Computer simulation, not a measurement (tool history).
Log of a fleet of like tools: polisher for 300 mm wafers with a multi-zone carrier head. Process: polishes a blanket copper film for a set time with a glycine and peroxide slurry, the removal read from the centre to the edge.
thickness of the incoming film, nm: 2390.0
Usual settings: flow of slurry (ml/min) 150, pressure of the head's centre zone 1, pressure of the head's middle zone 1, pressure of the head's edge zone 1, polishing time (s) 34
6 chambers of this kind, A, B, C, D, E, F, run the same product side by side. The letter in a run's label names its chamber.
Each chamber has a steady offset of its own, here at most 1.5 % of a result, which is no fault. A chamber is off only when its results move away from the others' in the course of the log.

| run | hour | flow of slurry (ml/min) | pressure of the head's centre zone | pressure of the head's middle zone | pressure of the head's edge zone | polishing time (s) | film removed at the wafer's centre (Å) | film removed at mid-radius (Å) | film removed at the wafer's edge (Å) |
|---|---|---|---|---|---|---|---|---|---|
| 1F | 4.1 | 150 | 1 | 1 | 1 | 34 | 2028.5 | 2069.7 | 2082.1 |
|  | 9 | chamber B: worn pad replaced by a new one |
| 2C | 11.3 | 150 | 1 | 1 | 1 | 34 | 2043.6 | 1997.5 | 2040.2 |
|  | 12.1 | chamber C: worn pad replaced by a new one |
|  | 12.4 | chamber D: worn pad replaced by a new one |
| 3B | 15.6 | 150 | 1 | 1 | 1 | 34 | 2045 | 2052.9 | 2064.9 |
|  | 21.1 | chamber E: worn pad replaced by a new one |
| 4D | 22.6 | 150 | 1 | 1 | 1 | 34 | 2026.8 | 2026.4 | 2028.2 |
| 5E | 28 | 150 | 1 | 1 | 1 | 34 | 2057.5 | 2071.7 | 2052.1 |
|  | 31.1 | chamber F: worn pad replaced by a new one |
| 6A | 34.9 | 150 | 1 | 1 | 1 | 34 | 2002.6 | 2056.5 | 2038 |
|  | 40.1 | chamber B: slurry nozzle cleaned |
| 7F | 40.6 | 195 | 1 | 1 | 1 | 34 | 2142.8 | 2147.8 | 2167.2 |
|  | 43.8 | chamber A: worn pad replaced by a new one |
| 8A | 46.6 | 195 | 1 | 1 | 1 | 34 | 2154.8 | 2143.1 | 2108.9 |
| 9E | 50.9 | 195 | 1 | 1 | 1 | 34 | 2185.8 | 2166.2 | 2131.4 |
|  | 55.1 | chamber D: worn pad replaced by a new one |
| 10D | 58 | 195 | 1 | 1 | 1 | 34 | 2147.7 | 2149.1 | 2118.6 |
| 11C | 62.8 | 195 | 1 | 1 | 1 | 34 | 2118.8 | 2143 | 2086.9 |
| 12B | 67.6 | 195 | 1 | 1 | 1 | 34 | 2114.5 | 2143.8 | 2143.2 |
|  | 71 | chamber E: worn pad replaced by a new one |
| 13F | 72.2 | 150 | 1 | 1 | 0.91 | 34 | 2110.9 | 2045.7 | 1983.1 |
|  | 76 | chamber F: worn pad replaced by a new one |
| 14E | 79.5 | 150 | 1 | 1 | 0.91 | 34 | 2073.9 | 2078.9 | 1930.2 |
|  | 80.4 | chamber C: worn pad replaced by a new one |
| 15B | 86.4 | 150 | 1 | 1 | 0.91 | 34 | 1989.7 | 2064.3 | 1978.4 |
|  | 92.8 | chamber B: worn pad replaced by a new one |
| 16A | 93.7 | 150 | 1 | 1 | 0.91 | 34 | 2023.2 | 2083.6 | 1933.1 |
|  | 95.5 | chamber D: worn pad replaced by a new one |
| 17D | 99.4 | 150 | 1 | 1 | 0.91 | 34 | 2073 | 2042.2 | 1931.1 |
| 18C | 104.6 | 150 | 1 | 1 | 0.91 | 34 | 1999.3 | 2065.5 | 1930.2 |
| 19B | 109.7 | 150 | 1 | 1 | 1 | 34 | 2067.8 | 2040.5 | 2062.3 |
| 20E | 114.3 | 150 | 1 | 1 | 1 | 34 | 2038.7 | 2029.4 | 2016.7 |
|  | 116.9 | chamber F: worn pad replaced by a new one |
|  | 118.9 | chamber E: worn pad replaced by a new one |
| 21C | 119.5 | 150 | 1 | 1 | 1 | 34 | 2003.1 | 2010.6 | 2046.8 |
| 22D | 123.9 | 150 | 1 | 1 | 1 | 34 | 2047.4 | 2058.8 | 2041.5 |
| 23F | 128.1 | 150 | 1 | 1 | 1 | 34 | 2066.1 | 2044.3 | 2083.9 |
|  | 132.8 | chamber C: worn pad replaced by a new one |
| 24A | 135.9 | 150 | 1 | 1 | 1 | 34 | 2073.3 | 2081.3 | 2055.7 |
|  | 140.3 | chamber D: worn pad replaced by a new one |
| 25B | 141.2 | 150 | 1 | 1 | 0.92 | 34 | 2034.2 | 2050 | 1992.9 |
| 26D | 146.2 | 150 | 1 | 1 | 0.92 | 34 | 2042 | 2049.5 | 1947.1 |
| 27F | 151.8 | 150 | 1 | 1 | 0.92 | 34 | 2074 | 2071.3 | 1978.8 |
|  | 158.4 | chamber A: worn pad replaced by a new one |
| 28A | 158.8 | 150 | 1 | 1 | 0.92 | 34 | 2135.9 | 2058.8 | 1958.6 |
|  | 161.9 | chamber F: worn pad replaced by a new one |
| 29E | 163.1 | 150 | 1 | 1 | 0.92 | 34 | 1928.9 | 1937.5 | 1909.5 |
| 30C | 168 | 150 | 1 | 1 | 0.92 | 34 | 2006.2 | 1996.5 | 1978.7 |
| 31B | 172.8 | 150 | 1 | 1 | 1 | 34 | 2049.9 | 2060.8 | 2024.8 |
|  | 174.9 | chamber E: worn pad replaced by a new one |
| 32A | 178.1 | 150 | 1 | 1 | 1 | 34 | 2082.6 | 2054.3 | 2054.3 |
| 33F | 182.9 | 150 | 1 | 1 | 1 | 34 | 2038.7 | 2035.2 | 2082.8 |
|  | 185.9 | chamber D: worn pad replaced by a new one |
|  | 186.4 | chamber B: worn pad replaced by a new one |
| 34E | 189.5 | 150 | 1 | 1 | 1 | 34 | 1870.9 | 1895.8 | 1972 |
| 35D | 194.1 | 150 | 1 | 1 | 1 | 34 | 2030 | 2046.4 | 2038.2 |
|  | 195.6 | chamber C: worn pad replaced by a new one |
| 36C | 200.7 | 150 | 1 | 1 | 1 | 34 | 2025.7 | 2027.4 | 2036.4 |
| 37B | 206.7 | 150 | 1 | 1 | 1 | 34 | 2050.6 | 2075 | 2070.9 |
|  | 207.7 | chamber C: slurry nozzle cleaned |
| 38C | 211.3 | 150 | 1 | 1 | 1 | 34 | 2045.8 | 2040.2 | 2042.2 |

What goes on in this fleet: one chamber off, a drifting gauge, or nothing beyond the chambers' own small offsets? Name the chamber and the cause, if any.

Chamber E drifts away from the others.
Cause: slurry flow missing at the pad, % = 33.

Here are 4 candidates for chamber E's next run, each the usual settings with a change, their results left as question marks. Which one brings its results back in line with what the others give on the usual settings?
In line means no further than this from the other chambers' mean on the usual settings: film removed at the wafer's centre (Å) 110; film removed at mid-radius (Å) 90; film removed at the wafer's edge (Å) 57
| 39E-1 | 216.9 | 160 | 1.03 | 1.03 | 0.98 | 39 | ? | ? | ? |
| 39E-2 | 216.9 | 140 | 0.97 | 0.97 | 1.02 | 30 | ? | ? | ? |
| 39E-3 | 216.9 | 145 | 0.99 | 0.98 | 1.01 | 32 | ? | ? | ? |
| 39E-4 | 216.9 | 155 | 1.01 | 1.02 | 0.99 | 36 | ? | ? | ? |

The other chambers' mean on the usual settings: film removed at the wafer's centre (Å) 2044.4; film removed at mid-radius (Å) 2052.4; film removed at the wafer's edge (Å) 2050.5
| run | film removed at the wafer's centre (Å) | film removed at mid-radius (Å) | film removed at the wafer's edge (Å) |
|---|---|---|---|
| 39E-1 | 2250.4 | 2228.3 | 2196.2 |
| 39E-2 | 1552.9 | 1564.1 | 1684.2 |
| 39E-3 | 1714 | 1701.1 | 1799.1 |
| 39E-4 | 2013.7 | 2021.7 | 2026.7 |
39E-4 brings the chamber back in line.

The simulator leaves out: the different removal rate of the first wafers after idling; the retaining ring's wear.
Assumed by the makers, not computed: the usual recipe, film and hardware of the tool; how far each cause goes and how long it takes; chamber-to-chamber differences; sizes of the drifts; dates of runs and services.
